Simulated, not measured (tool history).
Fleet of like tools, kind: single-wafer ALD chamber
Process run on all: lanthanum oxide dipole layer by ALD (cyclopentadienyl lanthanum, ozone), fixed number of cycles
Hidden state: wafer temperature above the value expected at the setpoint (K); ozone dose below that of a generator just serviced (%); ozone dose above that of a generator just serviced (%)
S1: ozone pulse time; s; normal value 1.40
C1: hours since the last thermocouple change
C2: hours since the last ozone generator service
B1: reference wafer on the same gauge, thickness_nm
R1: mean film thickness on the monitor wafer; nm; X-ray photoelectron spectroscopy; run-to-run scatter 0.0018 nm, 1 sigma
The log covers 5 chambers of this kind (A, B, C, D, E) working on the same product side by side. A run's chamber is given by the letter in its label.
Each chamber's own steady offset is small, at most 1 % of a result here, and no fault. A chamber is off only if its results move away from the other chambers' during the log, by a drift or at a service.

run	hour	S1	C1	C2	B1	R1
1D	3.1	1.40	1178.0	425.9	0.49888	0.54357
2C	6.2	1.40	1106.0	175.3	0.49888	0.54836
3A	9.5	1.40	289.4	181.8	0.49927	0.54196
4E	13.7	1.40	1728.1	43.8	0.49901	0.54386
5B	17.9	1.40	1367.0	766.2	0.49894	0.53913
6E	23.2	1.40	1737.6	53.3	0.49885	0.54541
7D	26.5	1.40	1201.4	449.3	0.49896	0.54535
8C	31.4	1.40	1131.2	200.5	0.49859	0.54301
# hour 31.8: chamber E: thermocouple changed; heater temperature recalibrated
9B	35.6	1.40	1384.7	783.9	0.49864	0.53992
10A	38.8	1.40	318.7	211.1	0.49934	0.54396
11C	44.1	1.40	1143.9	213.2	0.49915	0.54395
12E	47.6	1.40	15.8	77.7	0.49905	0.54178
13A	51.6	1.40	331.5	223.9	0.49892	0.53917
14D	55.2	1.40	1230.1	478.0	0.49883	0.54619
15B	59.4	1.40	1408.5	807.7	0.49893	0.54390
16B	64.9	1.40	1414.0	813.2	0.49907	0.54196
17E	67.7	1.73	35.9	97.8	0.49894	0.56318
18D	72.8	1.73	1247.7	495.6	0.49887	0.56133
19A	76.0	1.73	355.9	248.3	0.49919	0.55748
20C	82.1	1.73	1181.9	251.2	0.49930	0.55916
21A	87.3	1.73	367.2	259.6	0.49916	0.55302
22C	91.3	1.40	1191.1	260.4	0.49857	0.54626
23E	96.6	1.40	64.8	126.7	0.49914	0.54480
24B	100.1	1.40	1449.2	848.4	0.49881	0.54267
25D	105.9	1.40	1280.8	528.7	0.49905	0.54557
26E	111.7	1.40	79.9	141.8	0.49901	0.54367
27B	116.3	1.40	1465.4	864.6	0.49882	0.53709
28A	121.0	1.40	400.9	293.3	0.49939	0.53539
29D	126.9	1.40	1301.8	549.7	0.49855	0.54251
30C	131.6	1.86	1231.4	300.7	0.49901	0.56409
31D	135.9	1.86	1310.8	558.7	0.49882	0.56514
32C	139.6	1.86	1239.4	308.7	0.49845	0.56547
33B	145.7	1.86	1494.8	894.0	0.49914	0.56127
34A	151.3	1.86	431.2	323.6	0.49917	0.55930
35E	156.5	1.40	124.7	186.6	0.49895	0.54594
36E	160.8	1.40	129.0	190.9	0.49902	0.54291
37A	166.1	1.40	446.0	338.4	0.49921	0.52636
38B	170.6	1.40	1519.7	918.9	0.49902	0.53781

Predict what each chamber gives when all 5 of them run the settings below next.
39A	175.1	1.40				?
39B	175.1	1.40				?
39C	175.1	1.40				?
39D	175.1	1.40				?
39E	175.1	1.40				?

run	R1
39A	0.52701
39B	0.54123
39C	0.54282
39D	0.54430
39E	0.54387
